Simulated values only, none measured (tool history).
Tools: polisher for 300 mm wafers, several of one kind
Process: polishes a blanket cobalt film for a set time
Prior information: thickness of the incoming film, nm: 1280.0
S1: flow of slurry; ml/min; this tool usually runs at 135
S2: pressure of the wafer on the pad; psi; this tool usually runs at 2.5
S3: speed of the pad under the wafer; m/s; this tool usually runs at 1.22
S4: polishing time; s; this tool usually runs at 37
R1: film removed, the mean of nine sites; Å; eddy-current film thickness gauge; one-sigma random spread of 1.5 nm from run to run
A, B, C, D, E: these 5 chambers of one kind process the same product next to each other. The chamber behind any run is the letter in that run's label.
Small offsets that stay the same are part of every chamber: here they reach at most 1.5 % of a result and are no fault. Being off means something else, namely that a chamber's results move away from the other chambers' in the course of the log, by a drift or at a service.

run   hour   S1   S2    S3  S4      R1
 1C    5.2  135  2.5  1.22  37  2372.7
      11.3  -- chamber C: worn pad replaced by a new one
 2A   13.3  135  2.5  1.22  37  2400.7
 3D   19.9  135  2.5  1.22  37  2418.3
      24.9  -- chamber A: worn pad replaced by a new one
 4E   25.7  135  2.5  1.22  37  2442.3
 5B   36.3  135  2.5  1.22  37  2359.4
      45.3  -- chamber D: worn pad replaced by a new one
 6A   46.1  135  2.0  1.22  48  2514.5
      48.8  -- chamber E: worn pad replaced by a new one
 7D   51.7  135  2.0  1.22  48  2496.9
 8B   58.0  135  2.0  1.22  48  2453.8
      64.5  -- chamber B: worn pad replaced by a new one
 9E   65.0  135  2.0  1.22  48  2497.9
      71.3  -- chamber E: head pressure recalibrated
10C   73.2  135  2.0  1.22  48  2479.0
      74.2  -- chamber B: slurry nozzle cleaned
11E   81.6  135  1.9  1.48  37  2258.0
      82.6  -- chamber A: worn pad replaced by a new one
12D   89.6  135  1.9  1.48  37  2182.3
13C   96.3  135  1.9  1.48  37  2181.8
14A  107.2  135  1.9  1.48  37  2219.0
     111.2  -- chamber C: head pressure recalibrated
15B  113.8  135  1.9  1.48  37  2174.1
16B  122.0  135  2.5  1.22  37  2373.4
     128.6  -- chamber C: worn pad replaced by a new one
     129.6  -- chamber D: worn pad replaced by a new one
17C  129.6  135  2.5  1.22  37  2386.7
18A  138.8  135  2.5  1.22  37  2386.0
     139.9  -- chamber A: worn pad replaced by a new one
19D  146.2  135  2.5  1.22  37  2424.3
     147.8  -- chamber E: worn pad replaced by a new one
20E  157.1  135  2.5  1.22  37  2424.2
     163.5  -- chamber E: slurry nozzle cleaned
     166.6  -- chamber B: worn pad replaced by a new one
21A  167.1  135  3.4  1.22  37  3224.1
22B  175.2  135  3.4  1.22  37  3274.7
23E  186.0  135  3.4  1.22  37  3250.2
24D  193.9  135  3.4  1.22  37  3233.5
     195.0  -- chamber A: worn pad replaced by a new one
25C  205.0  135  3.4  1.22  37  3227.4
     208.9  -- chamber D: worn pad replaced by a new one
26D  212.2  135  2.5  1.22  37  2398.6
27C  217.8  135  2.5  1.22  37  2385.5
     223.8  -- chamber C: slurry nozzle cleaned
28B  226.4  135  2.5  1.22  37  2390.7
     227.0  -- chamber E: worn pad replaced by a new one
29E  236.0  135  2.5  1.22  37  2380.4
30A  241.3  100  2.5  1.22  27  1552.7
     244.7  -- chamber A: worn pad replaced by a new one
     246.1  -- chamber C: worn pad replaced by a new one
31E  247.3  100  2.5  1.22  27  1640.0
32B  253.0  100  2.5  1.22  27  1631.4
33C  258.3  100  2.5  1.22  27  1638.9
34D  264.9  100  2.5  1.22  27  1633.2
35A  273.6  135  2.5  1.22  37  2265.5

For the next run the whole fleet of 5 chambers uses the same settings. Give each chamber's results:
36A  281.7  135  2.5  1.22  37   ?
36B  281.7  135  2.5  1.22  37   ?
36C  281.7  135  2.5  1.22  37   ?
36D  281.7  135  2.5  1.22  37   ?
36E  281.7  135  2.5  1.22  37   ?

run      R1
36A  2267.9
36B  2358.2
36C  2395.2
36D  2389.6
36E  2430.5
